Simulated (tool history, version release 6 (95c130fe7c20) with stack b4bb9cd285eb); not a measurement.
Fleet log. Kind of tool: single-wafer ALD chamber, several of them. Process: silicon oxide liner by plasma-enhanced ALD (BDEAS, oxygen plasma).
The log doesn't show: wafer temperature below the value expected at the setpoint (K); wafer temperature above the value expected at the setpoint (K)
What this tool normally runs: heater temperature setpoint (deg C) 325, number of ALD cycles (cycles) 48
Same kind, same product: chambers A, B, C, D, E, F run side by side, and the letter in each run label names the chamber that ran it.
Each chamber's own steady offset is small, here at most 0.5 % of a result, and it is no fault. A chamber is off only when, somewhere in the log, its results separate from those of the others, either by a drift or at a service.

run   hour  heater temperature setpoint (deg C)  number of ALD cycles (cycles)  hours since the last thermocouple change  read-back reference wafer on the same gauge, thickness_nm  mean film thickness on the monitor wafer (angstrom)
 1F      7                                  325                             48                                     628.1                                                     4.9096                                               43.207
 2E   12.8                                  325                             48                                    2228.7                                                     4.9139                                               42.641
 3A   18.1                                  325                             48                                     618.4                                                     4.9118                                                43.23
 4D   26.2                                  325                             48                                    1046.1                                                     4.9089                                               42.821
 5C   32.2                                  325                             48                                     278.8                                                     4.9102                                               43.032
 6B     37                                  325                             48                                    1159.2                                                     4.9123                                               43.385
 7C   41.7                                  315                             48                                     288.3                                                     4.9069                                               43.515
 8A   45.6                                  315                             48                                     645.9                                                     4.9066                                               43.465
 9F   52.1                                  315                             48                                     673.2                                                     4.9083                                               43.681
10E   56.6                                  315                             48                                    2272.5                                                       4.91                                               43.485
11D   62.7                                  315                             48                                    1082.6                                                     4.9097                                               43.643
12B     68                                  315                             48                                    1190.2                                                     4.9128                                               44.115
13C   74.2                                  325                             48                                     320.8                                                     4.9099                                               42.912
14D     79                                  325                             48                                    1098.9                                                     4.9077                                               43.052
15F   85.6                                  325                             48                                     706.7                                                     4.9098                                               43.133
16B   93.2                                  325                             48                                    1215.4                                                      4.907                                               43.152
17A  100.5                                  325                             48                                     700.8                                                     4.9094                                               43.182
18E    108                                  325                             48                                    2323.9                                                       4.91                                               42.894
19B  113.9                                  325                             48                                    1236.1                                                     4.9117                                               43.266
20C  117.6                                  325                             48                                     364.2                                                     4.9081                                               43.007
21A    125                                  336                             48                                     725.3                                                     4.9095                                               42.333
22F  130.1                                  336                             48                                     751.2                                                     4.9103                                               42.167
23D  135.2                                  336                             48                                    1155.1                                                     4.9089                                               42.229
24E  143.2                                  336                             48                                    2359.1                                                     4.9095                                               42.207
25D  149.8                                  336                             48                                    1169.7                                                     4.9057                                               42.268
26C  154.8                                  336                             48                                     401.4                                                     4.9107                                               42.383
27E  162.2                                  325                             48                                    2378.1                                                     4.9107                                               42.981
28B    169                                  325                             48                                    1291.2                                                     4.9106                                               43.052
29A  173.7                                  338                             48                                       774                                                      4.911                                               42.158
30F  180.9                                  338                             48                                       802                                                     4.9106                                               42.366
31B  184.7                                  338                             48                                    1306.9                                                     4.9131                                               42.298
32C  189.2                                  338                             48                                     435.8                                                     4.9125                                               42.206
33F  194.7                                  338                             48                                     815.8                                                     4.9095                                               42.249
34A    203                                  338                             48                                     803.3                                                     4.9069                                               42.157
35D  209.5                                  325                             48                                    1229.4                                                     4.9082                                               42.894
36E  215.2                                  325                             48                                    2431.1                                                     4.9094                                               42.849
37A  222.1                                  325                             48                                     822.4                                                     4.9095                                               43.034
38F  229.3                                  325                             48                                     850.4                                                     4.9073                                               43.136
39C  237.5                                  325                             48                                     484.1                                                     4.9108                                               42.998
40D  243.9                                  325                             48                                    1263.8                                                     4.9124                                                43.04

Predict what each chamber gives when all 6 of them run the settings below next.
41A  249.8                                  332                             48                                                                                                                                                         ?
41B  249.8                                  332                             48                                                                                                                                                         ?
41C  249.8                                  332                             48                                                                                                                                                         ?
41D  249.8                                  332                             48                                                                                                                                                         ?
41E  249.8                                  332                             48                                                                                                                                                         ?
41F  249.8                                  332                             48                                                                                                                                                         ?

run  mean film thickness on the monitor wafer (angstrom)
41A                                               42.518
41B                                               42.904
41C                                               42.418
41D                                               42.592
41E                                               42.371
41F                                               42.541

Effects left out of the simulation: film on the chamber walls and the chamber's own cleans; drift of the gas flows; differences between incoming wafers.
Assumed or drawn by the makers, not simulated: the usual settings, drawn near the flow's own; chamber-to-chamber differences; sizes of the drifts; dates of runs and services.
